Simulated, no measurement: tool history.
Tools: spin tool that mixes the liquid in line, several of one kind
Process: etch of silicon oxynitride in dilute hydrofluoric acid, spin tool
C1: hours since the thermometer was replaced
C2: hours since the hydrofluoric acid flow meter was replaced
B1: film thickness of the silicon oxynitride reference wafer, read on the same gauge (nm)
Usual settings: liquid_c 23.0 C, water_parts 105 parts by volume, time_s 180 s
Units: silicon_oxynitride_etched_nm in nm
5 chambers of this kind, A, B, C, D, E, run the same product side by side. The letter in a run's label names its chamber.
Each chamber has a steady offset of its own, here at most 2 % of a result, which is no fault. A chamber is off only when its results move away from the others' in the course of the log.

run 1B day=0.300 | liquid_c=23.0 water_parts=105 time_s=180 | C1=485.5 C2=108.8 | B1=40.019 | silicon_oxynitride_etched_nm=7.8672
run 2A day=0.821 | liquid_c=23.0 water_parts=105 time_s=180 | C1=381.4 C2=937.7 | B1=39.957 | silicon_oxynitride_etched_nm=7.8424
run 3E day=1.167 | liquid_c=23.0 water_parts=105 time_s=180 | C1=446.4 C2=558.7 | B1=39.984 | silicon_oxynitride_etched_nm=7.9045
run 4C day=1.458 | liquid_c=23.0 water_parts=105 time_s=180 | C1=672.6 C2=254.9 | B1=39.994 | silicon_oxynitride_etched_nm=7.8284
run 5D day=1.850 | liquid_c=20.5 water_parts=150 time_s=180 | C1=1164.6 C2=356.7 | B1=40.004 | silicon_oxynitride_etched_nm=4.7113
run 6A day=2.471 | liquid_c=20.5 water_parts=150 time_s=180 | C1=421.0 C2=977.3 | B1=40.056 | silicon_oxynitride_etched_nm=4.6845
run 7E day=2.975 | liquid_c=20.5 water_parts=150 time_s=180 | C1=489.8 C2=602.1 | B1=39.967 | silicon_oxynitride_etched_nm=4.6830
-- day=3.042 chamber A: hydrofluoric acid flow meter replaced
run 8C day=3.446 | liquid_c=20.5 water_parts=150 time_s=180 | C1=720.3 C2=302.6 | B1=39.990 | silicon_oxynitride_etched_nm=4.7451
run 9D day=3.858 | liquid_c=20.5 water_parts=150 time_s=180 | C1=1212.8 C2=404.9 | B1=40.019 | silicon_oxynitride_etched_nm=4.6525
run 10B day=4.446 | liquid_c=23.0 water_parts=105 time_s=180 | C1=585.0 C2=208.3 | B1=40.022 | silicon_oxynitride_etched_nm=7.8559
run 11C day=5.012 | liquid_c=23.0 water_parts=105 time_s=180 | C1=757.9 C2=340.2 | B1=40.016 | silicon_oxynitride_etched_nm=7.7265
run 12D day=5.458 | liquid_c=23.0 water_parts=105 time_s=180 | C1=1251.2 C2=443.3 | B1=40.032 | silicon_oxynitride_etched_nm=7.8401
run 13A day=5.992 | liquid_c=23.0 water_parts=105 time_s=180 | C1=505.5 C2=70.9 | B1=40.058 | silicon_oxynitride_etched_nm=7.8722
-- day=6.054 chamber B: thermometer replaced
run 14B day=6.554 | liquid_c=23.0 water_parts=105 time_s=180 | C1=12.0 C2=258.9 | B1=40.001 | silicon_oxynitride_etched_nm=7.8301
run 15E day=7.175 | liquid_c=28.0 water_parts=70 time_s=180 | C1=590.6 C2=702.9 | B1=40.006 | silicon_oxynitride_etched_nm=15.2260
run 16A day=7.792 | liquid_c=28.0 water_parts=70 time_s=180 | C1=548.7 C2=114.1 | B1=39.998 | silicon_oxynitride_etched_nm=15.4350
run 17E day=8.233 | liquid_c=28.0 water_parts=70 time_s=180 | C1=616.0 C2=728.3 | B1=39.990 | silicon_oxynitride_etched_nm=15.1270
run 18B day=8.725 | liquid_c=28.0 water_parts=70 time_s=180 | C1=64.1 C2=311.0 | B1=39.985 | silicon_oxynitride_etched_nm=15.3560
run 19C day=9.050 | liquid_c=28.0 water_parts=70 time_s=180 | C1=854.8 C2=437.1 | B1=40.007 | silicon_oxynitride_etched_nm=14.6810
run 20D day=9.412 | liquid_c=23.0 water_parts=105 time_s=180 | C1=1346.1 C2=538.2 | B1=40.022 | silicon_oxynitride_etched_nm=7.6434
run 21A day=9.783 | liquid_c=25.5 water_parts=150 time_s=180 | C1=596.5 C2=161.9 | B1=40.009 | silicon_oxynitride_etched_nm=5.9710
run 22D day=10.254 | liquid_c=25.5 water_parts=150 time_s=180 | C1=1366.3 C2=558.4 | B1=39.959 | silicon_oxynitride_etched_nm=5.9226
run 23E day=10.696 | liquid_c=25.5 water_parts=150 time_s=180 | C1=675.1 C2=787.4 | B1=39.976 | silicon_oxynitride_etched_nm=5.8986
run 24C day=11.025 | liquid_c=25.5 water_parts=150 time_s=180 | C1=902.2 C2=484.5 | B1=40.031 | silicon_oxynitride_etched_nm=5.7158
run 25B day=11.521 | liquid_c=25.5 water_parts=150 time_s=180 | C1=131.2 C2=378.1 | B1=40.023 | silicon_oxynitride_etched_nm=5.9776
run 26B day=11.800 | liquid_c=23.0 water_parts=105 time_s=180 | C1=137.9 C2=384.8 | B1=40.010 | silicon_oxynitride_etched_nm=7.9393
run 27E day=12.375 | liquid_c=23.0 water_parts=105 time_s=180 | C1=715.4 C2=827.7 | B1=40.029 | silicon_oxynitride_etched_nm=7.7770
run 28C day=12.988 | liquid_c=23.0 water_parts=105 time_s=180 | C1=949.3 C2=531.6 | B1=40.001 | silicon_oxynitride_etched_nm=7.4044
-- day=13.100 chamber E: thermometer replaced
run 29A day=13.579 | liquid_c=18.5 water_parts=105 time_s=235 | C1=687.6 C2=253.0 | B1=40.014 | silicon_oxynitride_etched_nm=8.1864
run 30D day=13.879 | liquid_c=18.5 water_parts=105 time_s=235 | C1=1453.3 C2=645.4 | B1=40.004 | silicon_oxynitride_etched_nm=8.1390
run 31C day=14.450 | liquid_c=18.5 water_parts=105 time_s=235 | C1=984.4 C2=566.7 | B1=40.041 | silicon_oxynitride_etched_nm=7.7159
run 32A day=15.025 | liquid_c=18.5 water_parts=105 time_s=235 | C1=722.3 C2=287.7 | B1=40.029 | silicon_oxynitride_etched_nm=8.1916
run 33B day=15.383 | liquid_c=18.5 water_parts=105 time_s=235 | C1=223.9 C2=470.8 | B1=39.983 | silicon_oxynitride_etched_nm=8.2632
run 34E day=15.721 | liquid_c=23.0 water_parts=105 time_s=180 | C1=63.0 C2=908.0 | B1=40.056 | silicon_oxynitride_etched_nm=7.8654

Next, every chamber runs the same settings. What will each give?
run 35A day=16.171 | liquid_c=23.0 water_parts=105 time_s=180 | silicon_oxynitride_etched_nm=?
run 35B day=16.171 | liquid_c=23.0 water_parts=105 time_s=180 | silicon_oxynitride_etched_nm=?
run 35C day=16.171 | liquid_c=23.0 water_parts=105 time_s=180 | silicon_oxynitride_etched_nm=?
run 35D day=16.171 | liquid_c=23.0 water_parts=105 time_s=180 | silicon_oxynitride_etched_nm=?
run 35E day=16.171 | liquid_c=23.0 water_parts=105 time_s=180 | silicon_oxynitride_etched_nm=?

run=35A silicon_oxynitride_etched_nm=7.7479
run=35B silicon_oxynitride_etched_nm=7.8860
run=35C silicon_oxynitride_etched_nm=7.2834
run=35D silicon_oxynitride_etched_nm=7.7103
run=35E silicon_oxynitride_etched_nm=7.9049
